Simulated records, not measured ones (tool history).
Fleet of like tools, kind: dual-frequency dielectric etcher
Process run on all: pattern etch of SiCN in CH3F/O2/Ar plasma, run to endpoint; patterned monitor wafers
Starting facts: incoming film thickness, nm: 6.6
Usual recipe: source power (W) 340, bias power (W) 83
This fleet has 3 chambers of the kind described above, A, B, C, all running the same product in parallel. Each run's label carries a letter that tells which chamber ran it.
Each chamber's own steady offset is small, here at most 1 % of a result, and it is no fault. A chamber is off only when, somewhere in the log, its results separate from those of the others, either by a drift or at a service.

Run 1A, hour 4.8: usual settings. Result: endpoint time (s) 17.705.
Run 2B, hour 11.1: usual settings. Result: endpoint time (s) 17.922.
Run 3C, hour 19.3: usual settings. Result: endpoint time (s) 17.936.
Run 4C, hour 26: usual settings. Result: endpoint time (s) 17.773.
Run 5A, hour 33.8: usual settings. Result: endpoint time (s) 17.825.
Run 6B, hour 39.3: usual settings. Result: endpoint time (s) 17.972.
Run 7A, hour 44.9: usual settings. Result: endpoint time (s) 17.916.
Run 8C, hour 50.8: usual settings but source power (W) 400. Result: endpoint time (s) 16.646.
Run 9B, hour 56.2: usual settings but source power (W) 400. Result: endpoint time (s) 16.842.
Run 10B, hour 60.5: usual settings but source power (W) 400. Result: endpoint time (s) 16.888.
Run 11A, hour 68.4: usual settings. Result: endpoint time (s) 17.503.
Run 12C, hour 75.9: usual settings. Result: endpoint time (s) 18.016.
Run 13A, hour 80.6: usual settings. Result: endpoint time (s) 17.742.
At hour 86.5: chamber B: wet clean of the chamber.
Run 14C, hour 87.4: usual settings. Result: endpoint time (s) 17.771.
Run 15B, hour 94.2: usual settings. Result: endpoint time (s) 17.887.
Run 16C, hour 100.2: usual settings. Result: endpoint time (s) 17.632.
Run 17A, hour 107.2: usual settings but source power (W) 400, bias power (W) 100. Result: endpoint time (s) 15.698.
At hour 109: chamber B: bias power generator calibrated.
Run 18B, hour 111: usual settings but source power (W) 400, bias power (W) 100. Result: endpoint time (s) 15.625.
Run 19B, hour 119.1: usual settings but source power (W) 400, bias power (W) 100. Result: endpoint time (s) 15.859.
Run 20A, hour 124.2: usual settings. Result: endpoint time (s) 17.919.
Run 21C, hour 131: usual settings. Result: endpoint time (s) 17.753.
Run 22A, hour 139.3: usual settings but source power (W) 270, bias power (W) 98. Result: endpoint time (s) 18.488.

Next, all 3 chambers run the settings below, one line each with question marks for the results. What does each chamber give?
Run 23A, hour 145.4: usual settings but bias power (W) 96. Result: endpoint time (s) ?.
Run 23B, hour 145.4: usual settings but bias power (W) 96. Result: endpoint time (s) ?.
Run 23C, hour 145.4: usual settings but bias power (W) 96. Result: endpoint time (s) ?.

run  endpoint time (s)
23A             17.045
23B             16.921
23C             16.764
